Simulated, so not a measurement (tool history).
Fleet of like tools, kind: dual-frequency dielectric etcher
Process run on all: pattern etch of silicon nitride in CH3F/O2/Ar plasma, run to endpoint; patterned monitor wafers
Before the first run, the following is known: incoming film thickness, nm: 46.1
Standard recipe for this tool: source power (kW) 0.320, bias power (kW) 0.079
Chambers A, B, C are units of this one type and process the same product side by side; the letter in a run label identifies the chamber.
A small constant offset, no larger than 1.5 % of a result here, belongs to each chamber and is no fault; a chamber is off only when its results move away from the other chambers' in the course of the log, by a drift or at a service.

| run | hour | source power (kW) | bias power (kW) | hours since the last wet clean | hours since the last source power generator calibration | hours since the last bias power generator calibration | endpoint time (s) |
|---|---|---|---|---|---|---|---|
| 1C | 2.8 | 0.320 | 0.079 | 268.7 | 1067.9 | 112.3 | 70.471 |
| 2A | 5.8 | 0.320 | 0.079 | 146.4 | 3920.2 | 3408.7 | 69.267 |
| 3B | 8.7 | 0.320 | 0.079 | 140.4 | 2339.9 | 2343.9 | 69.988 |
| 4B | 13.9 | 0.320 | 0.079 | 145.6 | 2345.1 | 2349.1 | 69.848 |
| 5A | 19.1 | 0.320 | 0.079 | 159.7 | 3933.5 | 3422.0 | 68.738 |
| 6C | 22.0 | 0.320 | 0.091 | 287.9 | 1087.1 | 131.5 | 66.499 |
| 7B | 25.2 | 0.320 | 0.091 | 156.9 | 2356.4 | 2360.4 | 66.006 |
| 8C | 27.8 | 0.320 | 0.091 | 293.7 | 1092.9 | 137.3 | 66.620 |
| 9A | 32.6 | 0.320 | 0.079 | 173.2 | 3947.0 | 3435.5 | 69.607 |
| 10A | 35.6 | 0.320 | 0.079 | 176.2 | 3950.0 | 3438.5 | 69.305 |
| 11C | 37.8 | 0.290 | 0.079 | 303.7 | 1102.9 | 147.3 | 72.399 |
| 12B | 40.9 | 0.290 | 0.079 | 172.6 | 2372.1 | 2376.1 | 73.171 |
| 13A | 44.8 | 0.290 | 0.079 | 185.4 | 3959.2 | 3447.7 | 72.436 |
|  | 48.2 | chamber A: bias power generator calibrated |
| 14C | 48.5 | 0.320 | 0.089 | 314.4 | 1113.6 | 158.0 | 66.958 |
| 15B | 51.9 | 0.320 | 0.089 | 183.6 | 2383.1 | 2387.1 | 67.324 |
| 16C | 54.6 | 0.320 | 0.089 | 320.5 | 1119.7 | 164.1 | 66.930 |
| 17A | 57.6 | 0.320 | 0.079 | 198.2 | 3972.0 | 9.5 | 70.883 |
| 18B | 61.1 | 0.320 | 0.092 | 192.8 | 2392.3 | 2396.3 | 65.676 |
| 19C | 64.5 | 0.320 | 0.092 | 330.4 | 1129.6 | 174.0 | 66.017 |
| 20A | 69.5 | 0.320 | 0.092 | 210.1 | 3983.9 | 21.4 | 66.245 |
| 21B | 72.5 | 0.320 | 0.079 | 204.2 | 2403.7 | 2407.7 | 69.580 |
| 22C | 74.8 | 0.320 | 0.079 | 340.7 | 1139.9 | 184.3 | 69.733 |
| 23A | 78.2 | 0.320 | 0.079 | 218.8 | 3992.6 | 30.1 | 70.577 |
| 24B | 80.5 | 0.320 | 0.079 | 212.2 | 2411.7 | 2415.7 | 70.686 |
| 25A | 83.9 | 0.320 | 0.079 | 224.5 | 3998.3 | 35.8 | 70.099 |
| 26B | 86.8 | 0.320 | 0.079 | 218.5 | 2418.0 | 2422.0 | 69.774 |
| 27C | 90.2 | 0.390 | 0.068 | 356.1 | 1155.3 | 199.7 | 68.274 |
| 28C | 94.5 | 0.390 | 0.068 | 360.4 | 1159.6 | 204.0 | 68.084 |
| 29A | 98.3 | 0.390 | 0.068 | 238.9 | 4012.7 | 50.2 | 69.022 |
| 30B | 102.0 | 0.320 | 0.079 | 233.7 | 2433.2 | 2437.2 | 69.459 |
| 31A | 106.3 | 0.320 | 0.061 | 246.9 | 4020.7 | 58.2 | 77.899 |
| 32C | 108.7 | 0.320 | 0.061 | 374.6 | 1173.8 | 218.2 | 76.207 |
| 33B | 113.4 | 0.320 | 0.061 | 245.1 | 2444.6 | 2448.6 | 76.092 |
| 34C | 117.1 | 0.320 | 0.079 | 383.0 | 1182.2 | 226.6 | 70.748 |
| 35A | 122.2 | 0.240 | 0.060 | 262.8 | 4036.6 | 74.1 | 87.575 |

One chamber off, gauge drift, or nothing amiss beyond the chambers' own small offsets? If it is a chamber, which one, and what is the likeliest cause?

One chamber, A, drifts off from the rest bit by bit.
What lies behind it: etch rate under this chamber's usual, % = 3.58.

Below are 4 candidate recipes for chamber A's next run, each the usual settings with a change, their results shown as question marks. Which of them brings A's results back in line with what the other chambers give on the usual settings?
Allowed miss from the other chambers' usual-settings mean, per result, to count as in line: endpoint time (s) 1.300
| 36A-1 | 125.9 | 0.330 | 0.082 |  |  |  | ? |
| 36A-2 | 125.9 | 0.320 | 0.066 |  |  |  | ? |
| 36A-3 | 125.9 | 0.310 | 0.076 |  |  |  | ? |
| 36A-4 | 125.9 | 0.320 | 0.092 |  |  |  | ? |

The mean the other chambers reach with the usual settings: endpoint time (s) 70.040
| run | endpoint time (s) |
|---|---|
| 36A-1 | 69.960 |
| 36A-2 | 76.305 |
| 36A-3 | 73.542 |
| 36A-4 | 67.891 |
36A-1 brings the chamber back in line.
